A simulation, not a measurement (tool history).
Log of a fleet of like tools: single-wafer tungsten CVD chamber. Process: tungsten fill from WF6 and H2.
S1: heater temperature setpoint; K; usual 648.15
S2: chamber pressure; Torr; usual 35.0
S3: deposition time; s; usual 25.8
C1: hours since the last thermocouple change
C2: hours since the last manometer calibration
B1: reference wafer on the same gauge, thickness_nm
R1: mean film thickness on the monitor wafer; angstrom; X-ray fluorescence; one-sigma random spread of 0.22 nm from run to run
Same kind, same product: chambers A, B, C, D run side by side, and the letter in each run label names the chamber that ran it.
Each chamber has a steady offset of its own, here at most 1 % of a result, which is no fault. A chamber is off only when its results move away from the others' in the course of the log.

Run 1C, hour 4.4: usual settings; C1 763.0; C2 481.9; B1 42.720. Result: R1 496.60 angstrom.
Run 2A, hour 9.1: usual settings; C1 1418.9; C2 2525.7; B1 42.665. Result: R1 496.47 angstrom.
Run 3B, hour 12.4: usual settings; C1 114.7; C2 345.3; B1 42.708. Result: R1 495.34 angstrom.
Run 4D, hour 15.2: usual settings; C1 2239.3; C2 1163.7; B1 42.693. Result: R1 495.85 angstrom.
Run 5C, hour 19.9: usual settings; C1 778.5; C2 497.4; B1 42.677. Result: R1 491.42 angstrom.
Run 6A, hour 23.4: usual settings; C1 1433.2; C2 2540.0; B1 42.680. Result: R1 498.10 angstrom.
Run 7B, hour 28.1: usual settings; C1 130.4; C2 361.0; B1 42.714. Result: R1 495.60 angstrom.
At hour 31.5: chamber A: capacitance manometer re-zeroed and calibrated.
Run 8D, hour 31.9: usual settings but S1 659.15 K, S3 30.2 s; C1 2256.0; C2 1180.4; B1 42.725. Result: R1 727.46 angstrom.
Run 9D, hour 35.8: usual settings but S1 659.15 K, S3 30.2 s; C1 2259.9; C2 1184.3; B1 42.696. Result: R1 727.59 angstrom.
Run 10A, hour 39.1: usual settings but S1 659.15 K, S3 30.2 s; C1 1448.9; C2 7.7; B1 42.719. Result: R1 719.67 angstrom.
Run 11B, hour 41.6: usual settings but S1 659.15 K, S3 30.2 s; C1 143.9; C2 374.5; B1 42.651. Result: R1 722.83 angstrom.
Run 12C, hour 45.9: usual settings; C1 804.5; C2 523.4; B1 42.694. Result: R1 495.41 angstrom.
Run 13A, hour 49.3: usual settings; C1 1459.1; C2 17.9; B1 42.681. Result: R1 492.37 angstrom.
Run 14C, hour 53.9: usual settings; C1 812.5; C2 531.4; B1 42.717. Result: R1 493.16 angstrom.
Run 15D, hour 57.1: usual settings; C1 2281.2; C2 1205.6; B1 42.687. Result: R1 493.40 angstrom.
Run 16B, hour 61.4: usual settings; C1 163.7; C2 394.3; B1 42.655. Result: R1 494.94 angstrom.
Run 17A, hour 63.9: usual settings; C1 1473.7; C2 32.5; B1 42.731. Result: R1 495.84 angstrom.
Run 18C, hour 67.0: usual settings; C1 825.6; C2 544.5; B1 42.711. Result: R1 494.43 angstrom.
At hour 70.0: chamber D: thermocouple changed; heater temperature recalibrated.
Run 19D, hour 71.2: usual settings; C1 1.2; C2 1219.7; B1 42.699. Result: R1 497.06 angstrom.
Run 20B, hour 73.3: usual settings; C1 175.6; C2 406.2; B1 42.703. Result: R1 497.06 angstrom.
Run 21B, hour 77.6: usual settings; C1 179.9; C2 410.5; B1 42.685. Result: R1 497.85 angstrom.
Run 22C, hour 81.3: usual settings; C1 839.9; C2 558.8; B1 42.730. Result: R1 496.44 angstrom.
Run 23D, hour 85.8: usual settings; C1 15.8; C2 1234.3; B1 42.695. Result: R1 497.11 angstrom.
Run 24A, hour 88.9: usual settings; C1 1498.7; C2 57.5; B1 42.706. Result: R1 493.55 angstrom.
Run 25D, hour 93.4: usual settings; C1 23.4; C2 1241.9; B1 42.724. Result: R1 498.72 angstrom.
Run 26B, hour 96.6: usual settings but S1 658.15 K, S2 42.4 Torr; C1 198.9; C2 429.5; B1 42.734. Result: R1 668.42 angstrom.
Run 27C, hour 99.0: usual settings but S1 658.15 K, S2 42.4 Torr; C1 857.6; C2 576.5; B1 42.714. Result: R1 665.21 angstrom.
Run 28A, hour 101.9: usual settings but S1 658.15 K, S2 42.4 Torr; C1 1511.7; C2 70.5; B1 42.728. Result: R1 655.35 angstrom.
Run 29D, hour 104.9: usual settings but S1 658.15 K, S2 42.4 Torr; C1 34.9; C2 1253.4; B1 42.657. Result: R1 665.00 angstrom.
Run 30B, hour 107.1: usual settings; C1 209.4; C2 440.0; B1 42.680. Result: R1 496.25 angstrom.
Run 31A, hour 110.5: usual settings but S1 641.15 K; C1 1520.3; C2 79.1; B1 42.673. Result: R1 426.80 angstrom.
Run 32C, hour 112.7: usual settings but S1 641.15 K; C1 871.3; C2 590.2; B1 42.627. Result: R1 427.97 angstrom.
Run 33B, hour 115.3: usual settings but S1 641.15 K; C1 217.6; C2 448.2; B1 42.684. Result: R1 429.38 angstrom.
Run 34D, hour 118.4: usual settings but S1 641.15 K; C1 48.4; C2 1266.9; B1 42.759. Result: R1 430.51 angstrom.
Run 35C, hour 122.8: usual settings; C1 881.4; C2 600.3; B1 42.714. Result: R1 498.59 angstrom.
Run 36A, hour 127.4: usual settings; C1 1537.2; C2 96.0; B1 42.656. Result: R1 493.45 angstrom.

All 4 chambers run these settings next. Forecast each chamber's results:
Run 37A, hour 130.9: usual settings. Result: R1 ?.
Run 37B, hour 130.9: usual settings. Result: R1 ?.
Run 37C, hour 130.9: usual settings. Result: R1 ?.
Run 37D, hour 130.9: usual settings. Result: R1 ?.

run      R1
37A  491.69
37B  496.55
37C  499.92
37D  496.56

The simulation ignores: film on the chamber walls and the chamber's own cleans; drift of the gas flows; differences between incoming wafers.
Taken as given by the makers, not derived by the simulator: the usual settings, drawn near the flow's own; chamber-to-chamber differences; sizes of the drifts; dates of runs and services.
